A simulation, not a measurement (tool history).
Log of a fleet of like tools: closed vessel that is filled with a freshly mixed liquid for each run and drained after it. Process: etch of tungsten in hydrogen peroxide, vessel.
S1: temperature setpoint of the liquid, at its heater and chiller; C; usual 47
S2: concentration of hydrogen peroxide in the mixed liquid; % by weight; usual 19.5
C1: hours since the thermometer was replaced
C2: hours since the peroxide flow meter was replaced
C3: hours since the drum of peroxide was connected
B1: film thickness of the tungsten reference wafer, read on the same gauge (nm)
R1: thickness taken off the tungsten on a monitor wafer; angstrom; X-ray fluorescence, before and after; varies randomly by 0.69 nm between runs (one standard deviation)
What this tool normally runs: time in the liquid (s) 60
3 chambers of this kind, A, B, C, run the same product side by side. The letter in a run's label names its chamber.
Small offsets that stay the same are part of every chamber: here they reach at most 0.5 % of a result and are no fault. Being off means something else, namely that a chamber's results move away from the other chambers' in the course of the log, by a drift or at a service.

Run 1C, hour 9.8: usual settings; C1 486.7; C2 96.4; C3 479.9; B1 60.015. Result: R1 1386.7 angstrom.
Run 2B, hour 15.9: usual settings; C1 23.8; C2 495.3; C3 998.1; B1 59.995. Result: R1 1381 angstrom.
Run 3A, hour 20.5: usual settings; C1 204; C2 682.1; C3 533.1; B1 59.999. Result: R1 1384.2 angstrom.
Run 4A, hour 27.4: usual settings; C1 210.9; C2 689; C3 540; B1 60.032. Result: R1 1389.1 angstrom.
Run 5B, hour 32.1: usual settings; C1 40; C2 511.5; C3 1014.3; B1 59.981. Result: R1 1378.3 angstrom.
Run 6C, hour 40.2: usual settings; C1 517.1; C2 126.8; C3 510.3; B1 59.963. Result: R1 1373.6 angstrom.
Run 7C, hour 44.8: usual settings but S2 14 % by weight; C1 521.7; C2 131.4; C3 514.9; B1 59.958. Result: R1 1172.9 angstrom.
Run 8B, hour 51.3: usual settings but S2 14 % by weight; C1 59.2; C2 530.7; C3 1033.5; B1 60.007. Result: R1 1163.6 angstrom.
At hour 54.4: chamber C: new drum of peroxide connected.
Run 9A, hour 59.6: usual settings but S2 14 % by weight; C1 243.1; C2 721.2; C3 572.2; B1 59.978. Result: R1 1171.9 angstrom.
Run 10C, hour 66.3: usual settings but S1 51 C; C1 543.2; C2 152.9; C3 11.9; B1 59.966. Result: R1 1755.4 angstrom.
Run 11A, hour 76.4: usual settings but S1 51 C; C1 259.9; C2 738; C3 589; B1 59.97. Result: R1 1766.1 angstrom.
At hour 76.6: chamber B: peroxide flow meter replaced.
Run 12B, hour 86.5: usual settings but S1 51 C; C1 94.4; C2 9.9; C3 1068.7; B1 60.052. Result: R1 1766.1 angstrom.
Run 13A, hour 96.1: usual settings but S2 17 % by weight, time in the liquid (s) 80; C1 279.6; C2 757.7; C3 608.7; B1 59.995. Result: R1 1718.7 angstrom.
Run 14B, hour 101.3: usual settings but S2 17 % by weight, time in the liquid (s) 80; C1 109.2; C2 24.7; C3 1083.5; B1 59.978. Result: R1 1723.3 angstrom.
Run 15C, hour 106.5: usual settings but S2 17 % by weight, time in the liquid (s) 80; C1 583.4; C2 193.1; C3 52.1; B1 59.996. Result: R1 1713.5 angstrom.
Run 16B, hour 114.2: usual settings; C1 122.1; C2 37.6; C3 1096.4; B1 60.01. Result: R1 1377.7 angstrom.
Run 17A, hour 119: usual settings; C1 302.5; C2 780.6; C3 631.6; B1 60.022. Result: R1 1385.6 angstrom.
Run 18C, hour 129.2: usual settings but S2 24.5 % by weight; C1 606.1; C2 215.8; C3 74.8; B1 59.985. Result: R1 1537.4 angstrom.
Run 19C, hour 135.5: usual settings but S2 24.5 % by weight; C1 612.4; C2 222.1; C3 81.1; B1 59.992. Result: R1 1533.2 angstrom.
Run 20A, hour 140.6: usual settings but S2 24.5 % by weight; C1 324.1; C2 802.2; C3 653.2; B1 60.011. Result: R1 1566.9 angstrom.
Run 21B, hour 147.5: usual settings; C1 155.4; C2 70.9; C3 1129.7; B1 59.968. Result: R1 1373.7 angstrom.
Run 22C, hour 154.6: usual settings; C1 631.5; C2 241.2; C3 100.2; B1 59.994. Result: R1 1384.4 angstrom.
Run 23B, hour 160.6: usual settings; C1 168.5; C2 84; C3 1142.8; B1 60.01. Result: R1 1370 angstrom.
Run 24A, hour 169.7: usual settings; C1 353.2; C2 831.3; C3 682.3; B1 60.02. Result: R1 1384 angstrom.
Run 25B, hour 174.9: usual settings; C1 182.8; C2 98.3; C3 1157.1; B1 59.992. Result: R1 1381.3 angstrom.
Run 26A, hour 184.5: usual settings; C1 368; C2 846.1; C3 697.1; B1 59.99. Result: R1 1391.7 angstrom.
Run 27C, hour 191.2: usual settings; C1 668.1; C2 277.8; C3 136.8; B1 59.989. Result: R1 1367 angstrom.
Run 28A, hour 196.2: usual settings; C1 379.7; C2 857.8; C3 708.8; B1 60.012. Result: R1 1375.9 angstrom.
Run 29C, hour 204.1: usual settings; C1 681; C2 290.7; C3 149.7; B1 60.016. Result: R1 1369 angstrom.
Run 30B, hour 212.6: usual settings but S2 21.5 % by weight; C1 220.5; C2 136; C3 1194.8; B1 60.038. Result: R1 1435 angstrom.
Run 31B, hour 218.2: usual settings but S2 21.5 % by weight; C1 226.1; C2 141.6; C3 1200.4; B1 60.019. Result: R1 1453.8 angstrom.
Run 32A, hour 226: usual settings but S2 21.5 % by weight; C1 409.5; C2 887.6; C3 738.6; B1 59.974. Result: R1 1455.6 angstrom.
At hour 231.6: chamber C: thermometer replaced.
Run 33C, hour 234.4: usual settings; C1 2.8; C2 321; C3 180; B1 60.018. Result: R1 1382.5 angstrom.
At hour 237.3: chamber A: peroxide flow meter replaced.
Run 34B, hour 243.9: usual settings but S1 51.5 C, time in the liquid (s) 75; C1 251.8; C2 167.3; C3 1226.1; B1 59.989. Result: R1 2283.3 angstrom.
Run 35C, hour 250.9: usual settings but S1 51.5 C, time in the liquid (s) 75; C1 19.3; C2 337.5; C3 196.5; B1 60.01. Result: R1 2268.9 angstrom.
At hour 254.9: chamber B: new drum of peroxide connected.
Run 36A, hour 259.2: usual settings but S1 51.5 C, time in the liquid (s) 75; C1 442.7; C2 22; C3 771.8; B1 59.98. Result: R1 2280.3 angstrom.
Run 37C, hour 268.1: usual settings; C1 36.5; C2 354.7; C3 213.7; B1 59.977. Result: R1 1388.7 angstrom.
Run 38B, hour 276.3: usual settings; C1 284.2; C2 199.7; C3 21.4; B1 60.004. Result: R1 1380.3 angstrom.
Run 39A, hour 284.4: usual settings; C1 467.9; C2 47.2; C3 797; B1 60.036. Result: R1 1383.4 angstrom.
Run 40A, hour 289.8: usual settings but S1 40 C, S2 16.5 % by weight; C1 473.3; C2 52.6; C3 802.4; B1 60.017. Result: R1 812.31 angstrom.
Run 41B, hour 295.9: usual settings but S1 40 C, S2 16.5 % by weight; C1 303.8; C2 219.3; C3 41; B1 59.994. Result: R1 814.94 angstrom.
Run 42C, hour 303.3: usual settings but S1 40 C, S2 16.5 % by weight; C1 71.7; C2 389.9; C3 248.9; B1 60.005. Result: R1 814.7 angstrom.

All chambers now run identical settings, listed one chamber a line with results as question marks. What results will each chamber show?
Run 43A, hour 310.8: usual settings. Result: R1 ?.
Run 43B, hour 310.8: usual settings. Result: R1 ?.
Run 43C, hour 310.8: usual settings. Result: R1 ?.

run      R1
43A    1381
43B  1390.4
43C  1387.3
